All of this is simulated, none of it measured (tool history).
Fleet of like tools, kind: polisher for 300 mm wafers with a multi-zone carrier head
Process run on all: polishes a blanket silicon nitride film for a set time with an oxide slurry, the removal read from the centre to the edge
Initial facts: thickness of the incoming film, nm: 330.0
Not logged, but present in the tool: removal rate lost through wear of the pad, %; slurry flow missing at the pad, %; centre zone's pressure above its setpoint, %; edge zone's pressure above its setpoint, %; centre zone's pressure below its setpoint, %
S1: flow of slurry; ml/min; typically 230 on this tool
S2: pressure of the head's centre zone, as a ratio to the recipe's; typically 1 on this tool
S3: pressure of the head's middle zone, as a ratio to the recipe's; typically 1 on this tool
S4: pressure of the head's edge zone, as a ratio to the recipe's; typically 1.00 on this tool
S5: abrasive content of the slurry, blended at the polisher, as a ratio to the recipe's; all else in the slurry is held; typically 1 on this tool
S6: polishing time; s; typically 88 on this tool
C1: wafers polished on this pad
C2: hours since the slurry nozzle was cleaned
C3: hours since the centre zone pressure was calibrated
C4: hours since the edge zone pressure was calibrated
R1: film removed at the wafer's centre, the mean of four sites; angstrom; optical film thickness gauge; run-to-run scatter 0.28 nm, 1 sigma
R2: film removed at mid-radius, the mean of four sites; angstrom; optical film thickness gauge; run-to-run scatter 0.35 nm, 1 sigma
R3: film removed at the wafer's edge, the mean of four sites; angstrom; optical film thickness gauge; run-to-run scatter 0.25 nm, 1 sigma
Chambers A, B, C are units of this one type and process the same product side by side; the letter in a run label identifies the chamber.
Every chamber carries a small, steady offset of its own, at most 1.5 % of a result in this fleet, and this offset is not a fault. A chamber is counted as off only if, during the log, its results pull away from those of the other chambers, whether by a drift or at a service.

run   hour   S1  S2  S3    S4  S5   S6   C1     C2      C3     C4      R1      R2      R3
 1B    4.8  230   1   1  1.00   1   88  554   39.8  1295.7  468.7  365.35  368.88  365.73
 2C    9.3  230   1   1  1.00   1   88  277  491.7  1112.8  853.7  361.57  360.42  365.44
 3A   14.3  230   1   1  1.00   1   88  205  142.5   534.3  429.6  367.08  365.45  364.45
 4C   20.5  230   1   1  1.00   1   88  347  502.9  1124.0  864.9  365.00  365.21  366.39
      21.1  -- chamber B: centre zone pressure recalibrated
      23.7  -- chamber B: edge zone pressure recalibrated
 5A   26.4  230   1   1  1.00   1   88  280  154.6   546.4  441.7  368.79  358.24  362.92
 6B   32.2  230   1   1  1.00   1   88  724   67.2    11.2    8.6  364.91  366.07  363.91
      33.4  -- chamber B: worn pad replaced by a new one
 7A   38.4  230   1   1  1.00   1   88  354  166.6   558.4  453.7  368.34  365.70  365.05
      40.2  -- chamber A: edge zone pressure recalibrated
 8C   41.5  230   1   1  1.00   1   88  477  523.9  1145.0  885.9  365.13  365.98  362.83
 9B   45.6  230   1   1  1.00   1   88   75   80.6    24.6   22.0  371.18  356.14  362.57
10A   49.9  230   1   1  1.00   1   88  425  178.1   569.9    9.7  373.93  364.12  367.57
11C   54.7  230   1   1  1.00   1   88  559  537.1  1158.2  899.1  358.37  369.01  366.96
12B   61.4  230   1   1  1.00   1   88  173   96.4    40.4   37.8  370.01  366.30  366.08
13B   65.8  230   1   1  1.00   1   88  201  100.8    44.8   42.2  370.47  373.33  362.69
14C   72.5  230   1   1  1.00   1   88  669  554.9  1176.0  916.9  362.49  361.56  367.68
15A   77.9  230   1   1  1.00   1   88  599  206.1   597.9   37.7  371.10  363.80  361.88
16B   84.6  230   1   1  1.00   1   88  317  119.6    63.6   61.0  364.82  362.87  366.85
      88.0  -- chamber C: centre zone pressure recalibrated
17A   90.5  230   1   1  1.00   1   88  677  218.7   610.5   50.3  376.74  359.11  365.03
18C   93.9  230   1   1  1.00   1   88  802  576.3     6.0  938.3  361.65  361.61  363.99
19A   96.9  230   1   1  1.00   1   88  717  225.1   616.9   56.7  378.25  358.94  368.42
20C  100.4  230   1   1  1.11   1  112  842  582.8    12.5  944.8  456.93  472.75  493.78
21B  107.1  230   1   1  1.11   1  112  457  142.1    86.1   83.5  466.35  456.27  493.52
22A  113.2  230   1   1  1.11   1  112  818  241.4   633.2   73.0  476.04  460.66  492.21
23B  116.3  230   1   1  1.00   1   88  514  151.3    95.3   92.7  368.23  365.25  367.19
24C  120.0  230   1   1  1.00   1   88  964  602.4    32.1  964.4  364.56  361.27  360.41

Is one chamber off against the others, does the gauge drift, or is nothing wrong? If a chamber is off, say which, and what the likeliest cause is.

It is chamber A that slowly wanders off from its peers.
Likeliest cause: centre zone's pressure above its setpoint, % = 4.35.

Chamber A could run next with any of the 4 candidate recipes listed below; each alters the usual settings, and their results appear as question marks. Which one brings its results back in line with what the other chambers deliver on the usual settings?
To be in line, a result may differ from the other chambers' mean on the usual settings by at most: R1 10.00 angstrom; R2 12.00 angstrom; R3 8.80 angstrom
25A-1  124.9  230  1.04  0.99  0.99   1  89                   ?   ?   ?
25A-2  124.9  225  0.92  1.03  1.02   1  87                   ?   ?   ?
25A-3  124.9  230  0.96  1.01  1.01   1  87                   ?   ?   ?
25A-4  124.9  235  1.08  0.97  0.98   1  89                   ?   ?   ?

Average result of the remaining chambers running the usual settings: R1 365.45 angstrom; R2 363.67 angstrom; R3 364.32 angstrom
  run      R1      R2      R3
25A-1  407.79  361.93  367.70
25A-2  348.34  366.13  364.16
25A-3  365.82  360.52  363.14
25A-4  425.81  356.09  366.60
With 25A-3, the chamber falls back in line with the rest.

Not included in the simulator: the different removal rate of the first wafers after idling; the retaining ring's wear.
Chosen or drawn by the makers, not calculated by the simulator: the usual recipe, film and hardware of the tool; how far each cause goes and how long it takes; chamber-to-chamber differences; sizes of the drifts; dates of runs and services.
